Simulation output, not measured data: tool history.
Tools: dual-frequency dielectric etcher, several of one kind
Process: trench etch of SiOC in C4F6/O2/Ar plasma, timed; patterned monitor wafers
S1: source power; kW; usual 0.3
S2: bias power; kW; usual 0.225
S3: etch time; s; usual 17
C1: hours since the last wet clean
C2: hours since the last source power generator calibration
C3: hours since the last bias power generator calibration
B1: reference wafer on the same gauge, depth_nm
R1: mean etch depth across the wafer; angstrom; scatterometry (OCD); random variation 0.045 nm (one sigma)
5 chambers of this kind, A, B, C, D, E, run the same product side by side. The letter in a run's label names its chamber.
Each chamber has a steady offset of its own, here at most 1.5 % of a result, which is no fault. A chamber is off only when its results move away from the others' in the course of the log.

run 1A day=0.5 | S1=0.3 S2=0.225 S3=17 | C1=297.1 C2=843.8 C3=1504.4 | B1=39.803 | R1=337.73
run 2B day=0.983 | S1=0.3 S2=0.225 S3=17 | C1=62.7 C2=979.9 C3=3103.4 | B1=39.797 | R1=339.01
run 3D day=1.471 | S1=0.3 S2=0.225 S3=17 | C1=206.9 C2=4479.1 C3=3202.9 | B1=39.769 | R1=342.2
run 4C day=2.012 | S1=0.3 S2=0.225 S3=17 | C1=314.6 C2=2308.2 C3=1486.8 | B1=39.778 | R1=339.93
run 5E day=2.479 | S1=0.3 S2=0.225 S3=17 | C1=163.4 C2=1559.5 C3=2308.2 | B1=39.763 | R1=335.3
run 6D day=2.725 | S1=0.3 S2=0.225 S3=17 | C1=237 C2=4509.2 C3=3233 | B1=39.773 | R1=342.11
run 7C day=3.279 | S1=0.3 S2=0.225 S3=17 | C1=345 C2=2338.6 C3=1517.2 | B1=39.745 | R1=340.26
run 8B day=3.771 | S1=0.3 S2=0.225 S3=17 | C1=129.6 C2=1046.8 C3=3170.3 | B1=39.735 | R1=338.31
run 9E day=4.208 | S1=0.3 S2=0.225 S3=17 | C1=204.9 C2=1601 C3=2349.7 | B1=39.736 | R1=336.17
run 10A day=4.662 | S1=0.3 S2=0.225 S3=17 | C1=397 C2=943.7 C3=1604.3 | B1=39.735 | R1=337.28
run 11E day=5.133 | S1=0.3 S2=0.225 S3=17 | C1=227.1 C2=1623.2 C3=2371.9 | B1=39.726 | R1=335.94
run 12A day=5.558 | S1=0.3 S2=0.225 S3=17 | C1=418.5 C2=965.2 C3=1625.8 | B1=39.726 | R1=338.14
-- day=5.804 chamber D: source power generator calibrated
run 13D day=5.808 | S1=0.3 S2=0.225 S3=17 | C1=311 C2=0.1 C3=3307 | B1=39.723 | R1=341.13
run 14C day=6.088 | S1=0.3 S2=0.18 S3=17 | C1=412.4 C2=2406 C3=1584.6 | B1=39.715 | R1=314.79
-- day=6.096 chamber A: wet clean of the chamber
run 15B day=6.596 | S1=0.3 S2=0.18 S3=17 | C1=197.4 C2=1114.6 C3=3238.1 | B1=39.708 | R1=313.28
run 16B day=7.038 | S1=0.3 S2=0.18 S3=17 | C1=208 C2=1125.2 C3=3248.7 | B1=39.686 | R1=312.51
run 17E day=7.3 | S1=0.3 S2=0.18 S3=17 | C1=279.1 C2=1675.2 C3=2423.9 | B1=39.71 | R1=311.22
run 18A day=7.704 | S1=0.3 S2=0.18 S3=17 | C1=38.7 C2=1016.7 C3=1677.3 | B1=39.685 | R1=313.46
run 19D day=8.162 | S1=0.25 S2=0.225 S3=15.5 | C1=367.5 C2=56.6 C3=3363.5 | B1=39.692 | R1=290.92
run 20C day=8.479 | S1=0.25 S2=0.225 S3=15.5 | C1=469.8 C2=2463.4 C3=1642 | B1=39.684 | R1=287.52
run 21B day=8.838 | S1=0.25 S2=0.225 S3=15.5 | C1=251.2 C2=1168.4 C3=3291.9 | B1=39.68 | R1=286.86
run 22C day=9.312 | S1=0.25 S2=0.225 S3=15.5 | C1=489.8 C2=2483.4 C3=1662 | B1=39.69 | R1=288.14
run 23A day=9.875 | S1=0.25 S2=0.225 S3=15.5 | C1=90.8 C2=1068.8 C3=1729.4 | B1=39.678 | R1=286.41
run 24E day=10.188 | S1=0.3 S2=0.225 S3=17 | C1=348.4 C2=1744.5 C3=2493.2 | B1=39.663 | R1=334.63
run 25D day=10.571 | S1=0.3 S2=0.225 S3=17 | C1=425.3 C2=114.4 C3=3421.3 | B1=39.668 | R1=341.35
-- day=10.675 chamber E: wet clean of the chamber
run 26B day=10.938 | S1=0.3 S2=0.225 S3=17 | C1=301.6 C2=1218.8 C3=3342.3 | B1=39.656 | R1=337.44
run 27C day=11.412 | S1=0.3 S2=0.225 S3=17 | C1=540.2 C2=2533.8 C3=1712.4 | B1=39.657 | R1=338.79
run 28D day=11.971 | S1=0.3 S2=0.225 S3=17 | C1=458.9 C2=148 C3=3454.9 | B1=39.643 | R1=341.38
run 29A day=12.246 | S1=0.3 S2=0.225 S3=17 | C1=147.7 C2=1125.7 C3=1786.3 | B1=39.643 | R1=336.89
run 30E day=12.579 | S1=0.34 S2=0.27 S3=17 | C1=45.7 C2=1801.9 C3=2550.6 | B1=39.615 | R1=374.34
-- day=12.883 chamber B: wet clean of the chamber
-- day=13.042 chamber C: wet clean of the chamber
run 31A day=13.092 | S1=0.34 S2=0.27 S3=17 | C1=168 C2=1146 C3=1806.6 | B1=39.625 | R1=375.25
run 32E day=13.538 | S1=0.34 S2=0.27 S3=17 | C1=68.7 C2=1824.9 C3=2573.6 | B1=39.613 | R1=373.45
run 33C day=13.879 | S1=0.34 S2=0.27 S3=17 | C1=20.1 C2=2593 C3=1771.6 | B1=39.619 | R1=377.5
run 34D day=14.125 | S1=0.34 S2=0.27 S3=17 | C1=510.6 C2=199.7 C3=3506.6 | B1=39.598 | R1=379.39
run 35B day=14.575 | S1=0.3 S2=0.202 S3=15 | C1=40.7 C2=1306.1 C3=3429.6 | B1=39.615 | R1=286.24
run 36E day=14.858 | S1=0.3 S2=0.202 S3=15 | C1=100.4 C2=1856.6 C3=2605.3 | B1=39.601 | R1=284.93
-- day=14.908 chamber D: wet clean of the chamber
run 37D day=15.15 | S1=0.3 S2=0.202 S3=15 | C1=5.9 C2=224.3 C3=3531.2 | B1=39.595 | R1=290.23
run 38A day=15.55 | S1=0.3 S2=0.202 S3=15 | C1=227 C2=1205 C3=1865.6 | B1=39.598 | R1=285.67

What goes on in this fleet: one chamber off, a drifting gauge, or nothing beyond the chambers' own small offsets? Name the chamber and the cause, if any.

The gauge drifts, so all chambers seem to drift together. No chamber is off.
Cause: gauge reads low (%) = 0.537.

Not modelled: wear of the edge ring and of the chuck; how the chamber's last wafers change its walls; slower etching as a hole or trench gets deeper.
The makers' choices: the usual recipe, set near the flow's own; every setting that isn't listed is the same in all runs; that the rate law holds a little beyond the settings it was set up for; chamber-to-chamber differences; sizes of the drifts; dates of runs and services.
